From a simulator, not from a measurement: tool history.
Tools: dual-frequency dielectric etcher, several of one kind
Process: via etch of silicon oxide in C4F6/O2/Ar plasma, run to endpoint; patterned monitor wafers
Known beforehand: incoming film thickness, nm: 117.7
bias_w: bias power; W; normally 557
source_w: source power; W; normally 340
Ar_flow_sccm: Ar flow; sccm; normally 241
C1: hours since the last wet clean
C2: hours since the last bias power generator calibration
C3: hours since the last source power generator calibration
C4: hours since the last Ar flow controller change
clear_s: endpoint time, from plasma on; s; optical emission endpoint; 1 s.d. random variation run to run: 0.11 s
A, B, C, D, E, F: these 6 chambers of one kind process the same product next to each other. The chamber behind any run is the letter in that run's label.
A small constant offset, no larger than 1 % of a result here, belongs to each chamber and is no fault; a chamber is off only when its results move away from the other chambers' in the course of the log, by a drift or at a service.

Run 1A, hour 4.5: usual settings; C1 115.5; C2 800.7; C3 1244.2; C4 1522.7. Result: clear_s 25.864 s.
Run 2F, hour 8.7: usual settings; C1 86.8; C2 273.3; C3 2389.9; C4 2313.8. Result: clear_s 25.583 s.
Run 3B, hour 12.2: usual settings; C1 316; C2 3963; C3 347.2; C4 111. Result: clear_s 25.445 s.
Run 4E, hour 15.4: usual settings; C1 110.8; C2 299.8; C3 1215.9; C4 918.7. Result: clear_s 25.581 s.
Run 5C, hour 21.6: usual settings; C1 383.7; C2 93.7; C3 559.2; C4 647.6. Result: clear_s 26.034 s.
Run 6D, hour 26.5: usual settings; C1 436.5; C2 3452.5; C3 1947.5; C4 116. Result: clear_s 25.795 s.
Run 7B, hour 32.8: usual settings; C1 336.6; C2 3983.6; C3 367.8; C4 131.6. Result: clear_s 25.449 s.
Run 8D, hour 39.3: usual settings; C1 449.3; C2 3465.3; C3 1960.3; C4 128.8. Result: clear_s 25.722 s.
Run 9F, hour 43.8: usual settings; C1 121.9; C2 308.4; C3 2425; C4 2348.9. Result: clear_s 25.72 s.
Run 10E, hour 50.4: usual settings; C1 145.8; C2 334.8; C3 1250.9; C4 953.7. Result: clear_s 25.761 s.
Run 11A, hour 54.5: usual settings; C1 165.5; C2 850.7; C3 1294.2; C4 1572.7. Result: clear_s 25.827 s.
Run 12C, hour 60.6: usual settings; C1 422.7; C2 132.7; C3 598.2; C4 686.6. Result: clear_s 25.992 s.
Run 13A, hour 65.3: usual settings but bias_w 636 W, source_w 270 W; C1 176.3; C2 861.5; C3 1305; C4 1583.5. Result: clear_s 26.785 s.
Run 14D, hour 69.7: usual settings but bias_w 636 W, source_w 270 W; C1 479.7; C2 3495.7; C3 1990.7; C4 159.2. Result: clear_s 26.903 s.
Run 15F, hour 75.1: usual settings but bias_w 636 W, source_w 270 W; C1 153.2; C2 339.7; C3 2456.3; C4 2380.2. Result: clear_s 26.488 s.
Run 16E, hour 79: usual settings but bias_w 636 W, source_w 270 W; C1 174.4; C2 363.4; C3 1279.5; C4 982.3. Result: clear_s 26.4 s.
Run 17B, hour 83.4: usual settings but bias_w 636 W, source_w 270 W; C1 387.2; C2 4034.2; C3 418.4; C4 182.2. Result: clear_s 26.245 s.
Run 18C, hour 90: usual settings but bias_w 636 W, source_w 270 W; C1 452.1; C2 162.1; C3 627.6; C4 716. Result: clear_s 26.72 s.
Run 19F, hour 93.4: usual settings; C1 171.5; C2 358; C3 2474.6; C4 2398.5. Result: clear_s 25.69 s.
Run 20E, hour 97.9: usual settings; C1 193.3; C2 382.3; C3 1298.4; C4 1001.2. Result: clear_s 25.692 s.
Run 21C, hour 102.1: usual settings; C1 464.2; C2 174.2; C3 639.7; C4 728.1. Result: clear_s 26.211 s.
Run 22A, hour 107.6: usual settings; C1 218.6; C2 903.8; C3 1347.3; C4 1625.8. Result: clear_s 26.249 s.
Run 23D, hour 112: usual settings; C1 522; C2 3538; C3 2033; C4 201.5. Result: clear_s 25.752 s.
Run 24B, hour 116.6: usual settings; C1 420.4; C2 4067.4; C3 451.6; C4 215.4. Result: clear_s 25.622 s.
Run 25D, hour 122.2: usual settings but bias_w 641 W, Ar_flow_sccm 270 sccm; C1 532.2; C2 3548.2; C3 2043.2; C4 211.7. Result: clear_s 24.658 s.
Run 26A, hour 129: usual settings but bias_w 641 W, Ar_flow_sccm 270 sccm; C1 240; C2 925.2; C3 1368.7; C4 1647.2. Result: clear_s 25.295 s.
Run 27E, hour 133.7: usual settings but bias_w 641 W, Ar_flow_sccm 270 sccm; C1 229.1; C2 418.1; C3 1334.2; C4 1037. Result: clear_s 24.598 s.
Run 28B, hour 136.7: usual settings but bias_w 641 W, Ar_flow_sccm 270 sccm; C1 440.5; C2 4087.5; C3 471.7; C4 235.5. Result: clear_s 24.443 s.
Run 29C, hour 142.9: usual settings but bias_w 641 W, Ar_flow_sccm 270 sccm; C1 505; C2 215; C3 680.5; C4 768.9. Result: clear_s 25.039 s.
Run 30F, hour 149.2: usual settings but bias_w 641 W, Ar_flow_sccm 270 sccm; C1 227.3; C2 413.8; C3 2530.4; C4 2454.3. Result: clear_s 24.693 s.
Run 31E, hour 154.4: usual settings but source_w 270 W, Ar_flow_sccm 201 sccm; C1 249.8; C2 438.8; C3 1354.9; C4 1057.7. Result: clear_s 27.248 s.
Run 32D, hour 159.7: usual settings but source_w 270 W, Ar_flow_sccm 201 sccm; C1 569.7; C2 3585.7; C3 2080.7; C4 249.2. Result: clear_s 27.483 s.
Run 33F, hour 163.9: usual settings but source_w 270 W, Ar_flow_sccm 201 sccm; C1 242; C2 428.5; C3 2545.1; C4 2469. Result: clear_s 27.32 s.
Run 34A, hour 169.9: usual settings but source_w 270 W, Ar_flow_sccm 201 sccm; C1 280.9; C2 966.1; C3 1409.6; C4 1688.1. Result: clear_s 28.418 s.
Run 35B, hour 176.2: usual settings but source_w 270 W, Ar_flow_sccm 201 sccm; C1 480; C2 4127; C3 511.2; C4 275. Result: clear_s 27.639 s.
Run 36C, hour 181.6: usual settings but source_w 270 W, Ar_flow_sccm 201 sccm; C1 543.7; C2 253.7; C3 719.2; C4 807.6. Result: clear_s 27.646 s.
Run 37E, hour 187.3: usual settings; C1 282.7; C2 471.7; C3 1387.8; C4 1090.6. Result: clear_s 25.52 s.
Run 38D, hour 191.6: usual settings; C1 601.6; C2 3617.6; C3 2112.6; C4 281.1. Result: clear_s 25.965 s.
Run 39B, hour 195.5: usual settings; C1 499.3; C2 4146.3; C3 530.5; C4 294.3. Result: clear_s 25.601 s.
Run 40C, hour 201.6: usual settings; C1 563.7; C2 273.7; C3 739.2; C4 827.6. Result: clear_s 26.192 s.
Run 41F, hour 206.2: usual settings; C1 284.3; C2 470.8; C3 2587.4; C4 2511.3. Result: clear_s 25.425 s.

Is one chamber off against the others, does the gauge drift, or is nothing wrong? If a chamber is off, say which, and what the likeliest cause is.

It is chamber A that slowly wanders off from its peers.
Most likely cause: etch rate under this chamber's usual, % = 4.57.

Which of the 4 candidates below, each the usual settings with something changed and its results left as question marks, puts chamber A back in line with what the other chambers give on the usual settings?
A result is in line if it is within this distance of the other chambers' mean on the usual settings: clear_s 0.39 s
Run 42A-1, hour 211.1: usual settings but Ar_flow_sccm 157 sccm. Result: clear_s ?.
Run 42A-2, hour 211.1: usual settings but source_w 250 W. Result: clear_s ?.
Run 42A-3, hour 211.1: usual settings but bias_w 517 W, source_w 320 W, Ar_flow_sccm 246 sccm. Result: clear_s ?.
Run 42A-4, hour 211.1: usual settings but bias_w 645 W, source_w 390 W. Result: clear_s ?.

Mean of the other chambers on the usual settings: clear_s 25.762 s
  run  clear_s
42A-1   25.919
42A-2   30.383
42A-3   28.654
42A-4   24.432
The answer is 42A-1, which returns the chamber to within the allowed miss of the others.
